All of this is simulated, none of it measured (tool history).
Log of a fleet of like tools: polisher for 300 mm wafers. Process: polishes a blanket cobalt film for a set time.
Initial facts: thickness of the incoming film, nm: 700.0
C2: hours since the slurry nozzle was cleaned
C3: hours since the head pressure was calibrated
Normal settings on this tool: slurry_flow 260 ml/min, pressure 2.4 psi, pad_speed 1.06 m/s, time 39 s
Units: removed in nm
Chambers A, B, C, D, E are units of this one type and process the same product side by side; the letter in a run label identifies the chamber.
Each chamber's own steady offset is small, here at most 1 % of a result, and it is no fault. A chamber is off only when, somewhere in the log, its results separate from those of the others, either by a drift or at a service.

Run 1C, hour 3.7: usual settings; wafers polished on this pad 340; C2 278.1; C3 319.2. Result: removed 245.11 nm.
At hour 4.2: chamber B: worn pad replaced by a new one.
Run 2E, hour 8.1: usual settings; wafers polished on this pad 931; C2 533.8; C3 254.6. Result: removed 240.27 nm.
Run 3D, hour 14.3: usual settings; wafers polished on this pad 764; C2 439; C3 762.7. Result: removed 244.5 nm.
At hour 17.1: chamber D: worn pad replaced by a new one.
Run 4A, hour 19.7: usual settings; wafers polished on this pad 584; C2 376.4; C3 463.7. Result: removed 243.49 nm.
Run 5B, hour 26.3: usual settings; wafers polished on this pad 338; C2 172.8; C3 373.2. Result: removed 238.95 nm.
Run 6A, hour 29.6: usual settings; wafers polished on this pad 735; C2 386.3; C3 473.6. Result: removed 244.83 nm.
At hour 33.5: chamber B: slurry nozzle cleaned.
Run 7B, hour 35.8: usual settings but pressure 2.1 psi, time 48 s; wafers polished on this pad 483; C2 2.4; C3 382.7. Result: removed 262.63 nm.
Run 8D, hour 40: usual settings but pressure 2.1 psi, time 48 s; wafers polished on this pad 350; C2 464.7; C3 788.4. Result: removed 263.01 nm.
Run 9E, hour 43.6: usual settings but pressure 2.1 psi, time 48 s; wafers polished on this pad 1473; C2 569.3; C3 290.1. Result: removed 260.07 nm.
Run 10C, hour 47.2: usual settings but pressure 2.1 psi, time 48 s; wafers polished on this pad 1005; C2 321.6; C3 362.7. Result: removed 259.26 nm.
At hour 50.5: chamber E: worn pad replaced by a new one.
Run 11E, hour 53.6: usual settings but pressure 2.1 psi, time 48 s; wafers polished on this pad 48; C2 579.3; C3 300.1. Result: removed 260.95 nm.
At hour 54.7: chamber A: head pressure recalibrated.
At hour 57: chamber D: worn pad replaced by a new one.
Run 12A, hour 58.2: usual settings; wafers polished on this pad 1172; C2 414.9; C3 3.6. Result: removed 244.25 nm.
Run 13B, hour 63.6: usual settings; wafers polished on this pad 908; C2 30.2; C3 410.5. Result: removed 243.24 nm.
Run 14D, hour 68.7: usual settings; wafers polished on this pad 178; C2 493.4; C3 817.1. Result: removed 244.17 nm.
Run 15C, hour 71.8: usual settings; wafers polished on this pad 1381; C2 346.2; C3 387.3. Result: removed 240.74 nm.
At hour 72.8: chamber A: worn pad replaced by a new one.
Run 16C, hour 76.8: usual settings; wafers polished on this pad 1458; C2 351.2; C3 392.3. Result: removed 237.52 nm.
At hour 76.9: chamber D: head pressure recalibrated.
At hour 77.1: chamber B: worn pad replaced by a new one.
Run 17E, hour 83: usual settings; wafers polished on this pad 497; C2 608.7; C3 329.5. Result: removed 242.07 nm.
Run 18A, hour 87.1: usual settings; wafers polished on this pad 219; C2 443.8; C3 32.5. Result: removed 244.69 nm.
Run 19D, hour 92.5: usual settings; wafers polished on this pad 542; C2 517.2; C3 15.7. Result: removed 241.35 nm.
Run 20B, hour 97.2: usual settings but pressure 2.7 psi; wafers polished on this pad 307; C2 63.8; C3 444.1. Result: removed 271.7 nm.
At hour 98.3: chamber D: worn pad replaced by a new one.
Run 21A, hour 101.4: usual settings but pressure 2.7 psi; wafers polished on this pad 437; C2 458.1; C3 46.8. Result: removed 273.39 nm.
Run 22E, hour 105.5: usual settings but pressure 2.7 psi; wafers polished on this pad 841; C2 631.2; C3 352. Result: removed 272.3 nm.
Run 23D, hour 108.8: usual settings but pressure 2.7 psi; wafers polished on this pad 161; C2 533.5; C3 32. Result: removed 273.49 nm.
Run 24C, hour 113.8: usual settings but pressure 2.7 psi; wafers polished on this pad 2023; C2 388.2; C3 429.3. Result: removed 259.24 nm.
Run 25B, hour 119.3: usual settings; wafers polished on this pad 645; C2 85.9; C3 466.2. Result: removed 241.24 nm.
At hour 119.4: chamber A: slurry nozzle cleaned.
Run 26B, hour 126: usual settings; wafers polished on this pad 748; C2 92.6; C3 472.9. Result: removed 240.5 nm.
Run 27E, hour 132.4: usual settings; wafers polished on this pad 1252; C2 658.1; C3 378.9. Result: removed 238.95 nm.
At hour 134.2: chamber E: worn pad replaced by a new one.
Run 28A, hour 139: usual settings but pressure 1.8 psi; wafers polished on this pad 1012; C2 19.6; C3 84.4. Result: removed 182.33 nm.
Run 29C, hour 145.9: usual settings but pressure 1.8 psi; wafers polished on this pad 2514; C2 420.3; C3 461.4. Result: removed 170.44 nm.
Run 30D, hour 150.2: usual settings but pressure 1.8 psi; wafers polished on this pad 794; C2 574.9; C3 73.4. Result: removed 182.32 nm.
At hour 151.1: chamber D: worn pad replaced by a new one.
At hour 153.2: chamber A: worn pad replaced by a new one.
Run 31C, hour 154.2: usual settings but pressure 1.8 psi; wafers polished on this pad 2641; C2 428.6; C3 469.7. Result: removed 170.12 nm.
At hour 156.6: chamber B: worn pad replaced by a new one.
Run 32E, hour 158.9: usual settings but pressure 1.8 psi; wafers polished on this pad 378; C2 684.6; C3 405.4. Result: removed 180.59 nm.
Run 33D, hour 162: usual settings; wafers polished on this pad 166; C2 586.7; C3 85.2. Result: removed 245.17 nm.
Run 34A, hour 168.6: usual settings; wafers polished on this pad 236; C2 49.2; C3 114. Result: removed 241.58 nm.
Run 35B, hour 174.9: usual settings; wafers polished on this pad 279; C2 141.5; C3 521.8. Result: removed 243.71 nm.
Run 36B, hour 178.6: usual settings; wafers polished on this pad 336; C2 145.2; C3 525.5. Result: removed 244.6 nm.
Run 37A, hour 183.6: usual settings but pressure 2.9 psi; wafers polished on this pad 465; C2 64.2; C3 129. Result: removed 293.4 nm.

The same settings go to every chamber for the next run, one line per chamber below. Forecast the results for each:
Run 38A, hour 188.6: usual settings. Result: removed ?.
Run 38B, hour 188.6: usual settings. Result: removed ?.
Run 38C, hour 188.6: usual settings. Result: removed ?.
Run 38D, hour 188.6: usual settings. Result: removed ?.
Run 38E, hour 188.6: usual settings. Result: removed ?.

run  removed
38A      240
38B   243.65
38C   218.47
38D   242.56
38E   241.81

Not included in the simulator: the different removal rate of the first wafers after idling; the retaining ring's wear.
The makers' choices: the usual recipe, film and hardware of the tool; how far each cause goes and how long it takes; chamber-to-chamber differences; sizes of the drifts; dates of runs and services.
